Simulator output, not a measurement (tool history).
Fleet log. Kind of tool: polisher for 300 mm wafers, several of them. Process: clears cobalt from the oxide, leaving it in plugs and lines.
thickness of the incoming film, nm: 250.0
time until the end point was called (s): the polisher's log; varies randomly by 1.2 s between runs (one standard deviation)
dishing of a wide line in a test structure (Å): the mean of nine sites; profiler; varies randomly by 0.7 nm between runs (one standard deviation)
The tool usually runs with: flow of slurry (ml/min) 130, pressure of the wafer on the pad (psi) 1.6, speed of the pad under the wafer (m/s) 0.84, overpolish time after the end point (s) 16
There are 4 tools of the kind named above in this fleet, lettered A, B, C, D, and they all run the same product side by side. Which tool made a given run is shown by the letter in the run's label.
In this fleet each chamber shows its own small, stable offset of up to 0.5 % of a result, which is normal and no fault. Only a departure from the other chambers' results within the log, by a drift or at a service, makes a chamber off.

run	day	flow of slurry (ml/min)	pressure of the wafer on the pad (psi)	speed of the pad under the wafer (m/s)	overpolish time after the end point (s)	time until the end point was called (s)	dishing of a wide line in a test structure (Å)
# day 0.208: chamber B: slurry nozzle cleaned
1A	0.421	130	1.6	0.84	16	87.465	293.18
2C	0.754	130	1.6	0.84	16	86.302	292.56
# day 1.096: chamber A: slurry nozzle cleaned
3D	1.100	130	1.6	0.84	16	88.309	286.97
4B	1.492	130	1.6	0.84	16	87.171	293.77
5B	1.712	130	1.6	0.84	16	89.304	290.88
# day 2.021: chamber D: head pressure recalibrated
6C	2.158	130	1.6	0.84	16	89.187	293.40
# day 2.179: chamber D: worn pad replaced by a new one
# day 2.308: chamber A: worn pad replaced by a new one
7D	2.454	130	1.6	0.84	16	86.391	288.94
# day 2.567: chamber C: worn pad replaced by a new one
# day 2.571: chamber B: worn pad replaced by a new one
8A	2.679	130	1.2	0.84	21	116.040	291.12
# day 2.808: chamber D: slurry nozzle cleaned
9C	2.988	130	1.2	0.84	21	117.880	279.68
10B	3.425	130	1.2	0.84	21	116.770	285.51
11A	3.854	130	1.2	0.84	21	115.800	290.25
12D	4.079	130	1.6	0.84	16	88.897	293.63
13A	4.496	130	1.6	0.84	16	89.246	301.27
14B	4.812	130	1.6	0.84	16	87.886	297.43
15D	5.142	130	1.6	0.84	16	86.503	304.36
# day 5.246: chamber A: worn pad replaced by a new one
16C	5.617	130	1.6	0.84	20	89.445	341.90
17A	5.942	130	1.6	0.84	20	87.934	339.16
# day 6.229: chamber D: worn pad replaced by a new one
18C	6.300	130	1.6	0.84	20	88.077	328.58
# day 6.396: chamber C: worn pad replaced by a new one
19D	6.667	130	1.6	0.84	20	86.730	322.66
20B	7.079	130	1.6	0.98	16	77.685	316.03
21A	7.321	130	1.6	0.98	16	75.406	310.10
22D	7.542	130	1.6	0.98	16	75.729	319.19
23C	7.917	130	1.6	0.98	16	77.180	312.99
24B	8.179	130	1.6	0.84	16	88.375	286.30
25C	8.400	130	1.6	0.84	16	87.430	299.12

Decide between three cases: one chamber stands off from its peers, the gauge reading all wafers drifts, or nothing is wrong past each chamber's small offset. Where a chamber is off, say which and what most likely put it there.

Beyond each chamber's small constant offset nothing stands out, and the gauge stays steady.
